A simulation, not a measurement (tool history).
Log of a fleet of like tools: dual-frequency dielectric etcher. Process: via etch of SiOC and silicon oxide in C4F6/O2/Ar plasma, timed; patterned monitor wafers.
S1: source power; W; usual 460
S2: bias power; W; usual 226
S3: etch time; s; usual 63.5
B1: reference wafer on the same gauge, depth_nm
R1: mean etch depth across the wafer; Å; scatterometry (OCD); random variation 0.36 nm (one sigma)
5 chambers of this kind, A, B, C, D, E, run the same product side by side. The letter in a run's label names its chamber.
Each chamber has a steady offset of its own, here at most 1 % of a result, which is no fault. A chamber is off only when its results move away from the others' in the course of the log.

| run | hour | S1 | S2 | S3 | B1 | R1 |
|---|---|---|---|---|---|---|
| 1E | 2.9 | 460 | 226 | 63.5 | 71.307 | 820.41 |
| 2B | 7.3 | 460 | 226 | 63.5 | 71.403 | 816.89 |
|  | 10.6 | chamber E: bias power generator calibrated |
| 3D | 11 | 460 | 226 | 63.5 | 71.369 | 818.86 |
| 4A | 14.5 | 460 | 226 | 63.5 | 71.415 | 821.48 |
| 5C | 18.8 | 460 | 206 | 63.5 | 71.46 | 786.77 |
| 6B | 21.3 | 460 | 206 | 63.5 | 71.394 | 797.41 |
| 7D | 23.9 | 460 | 206 | 63.5 | 71.443 | 798.09 |
|  | 25.2 | chamber E: wet clean of the chamber |
| 8A | 29.4 | 460 | 206 | 63.5 | 71.418 | 797.9 |
| 9E | 31.9 | 460 | 206 | 63.5 | 71.449 | 795.92 |
| 10C | 37.2 | 460 | 226 | 63.5 | 71.37 | 817.04 |
| 11D | 41.7 | 460 | 226 | 63.5 | 71.468 | 818.44 |
| 12B | 46.9 | 460 | 226 | 63.5 | 71.405 | 823.27 |
| 13E | 50.4 | 460 | 226 | 63.5 | 71.404 | 826.04 |
| 14A | 54.5 | 460 | 226 | 63.5 | 71.397 | 818.05 |
| 15C | 58.7 | 460 | 226 | 63.5 | 71.423 | 814.98 |
| 16C | 61.9 | 460 | 226 | 63.5 | 71.431 | 818.8 |
|  | 62.3 | chamber B: wet clean of the chamber |
| 17E | 65.1 | 460 | 226 | 63.5 | 71.376 | 821.53 |
| 18D | 68.7 | 460 | 226 | 63.5 | 71.437 | 818.01 |
| 19A | 73.7 | 460 | 226 | 63.5 | 71.405 | 822.65 |
| 20B | 79.1 | 460 | 226 | 63.5 | 71.416 | 824.94 |
| 21A | 84.4 | 460 | 226 | 63.5 | 71.369 | 819.42 |
| 22E | 89.1 | 460 | 226 | 63.5 | 71.367 | 823.01 |
| 23C | 93.7 | 460 | 226 | 63.5 | 71.413 | 821.67 |
| 24D | 99 | 460 | 206 | 63.5 | 71.444 | 797.09 |
| 25B | 104.2 | 460 | 206 | 63.5 | 71.394 | 800.69 |
| 26A | 109.8 | 460 | 206 | 63.5 | 71.382 | 804.58 |
| 27B | 112.8 | 460 | 206 | 63.5 | 71.368 | 798.34 |
| 28E | 116 | 460 | 206 | 63.5 | 71.403 | 796.87 |
| 29D | 120.7 | 460 | 226 | 63.5 | 71.465 | 819.39 |
| 30C | 125.6 | 460 | 226 | 63.5 | 71.285 | 812.28 |
| 31A | 129.4 | 460 | 226 | 63.5 | 71.33 | 842.85 |
| 32D | 135 | 460 | 226 | 63.5 | 71.403 | 821.93 |
| 33B | 138.9 | 460 | 226 | 63.5 | 71.452 | 822.32 |
| 34E | 143.7 | 460 | 226 | 63.5 | 71.466 | 815.48 |
| 35C | 148.9 | 460 | 226 | 63.5 | 71.406 | 815.8 |
| 36C | 154.2 | 460 | 226 | 63.5 | 71.445 | 812.41 |
| 37A | 158.5 | 460 | 226 | 63.5 | 71.433 | 841.09 |
| 38E | 163.7 | 460 | 226 | 63.5 | 71.487 | 821.23 |
| 39D | 168.7 | 460 | 226 | 63.5 | 71.32 | 821.44 |
|  | 172.8 | chamber D: source power generator calibrated |
| 40B | 173.6 | 460 | 226 | 63.5 | 71.433 | 824.19 |
| 41B | 176.6 | 460 | 226 | 63.5 | 71.444 | 827.07 |
| 42D | 180.1 | 460 | 226 | 63.5 | 71.357 | 817.76 |
| 43E | 184.5 | 460 | 226 | 63.5 | 71.392 | 815.01 |

Is one chamber off against the others, does the gauge drift, or is nothing wrong? If a chamber is off, say which, and what the likeliest cause is.

Chamber A drifts away from the others.
Cause: etch rate over this chamber's usual, % = 4.61.

Here are 4 candidates for chamber A's next run, each the usual settings with a change, their results left as question marks. Which one brings its results back in line with what the others give on the usual settings?
In line means no further than this from the other chambers' mean on the usual settings: R1 13 Å
| 44A-1 | 188.5 | 470 | 229 | 67.5 |  | ? |
| 44A-2 | 188.5 | 460 | 224 | 61 |  | ? |
| 44A-3 | 188.5 | 490 | 238 | 63.5 |  | ? |
| 44A-4 | 188.5 | 380 | 226 | 63.5 |  | ? |

The other chambers' mean on the usual settings: R1 819.04 Å
| run | R1 |
|---|---|
| 44A-1 | 918.16 |
| 44A-2 | 816.88 |
| 44A-3 | 889.08 |
| 44A-4 | 792.86 |
44A-2 brings the chamber back in line.
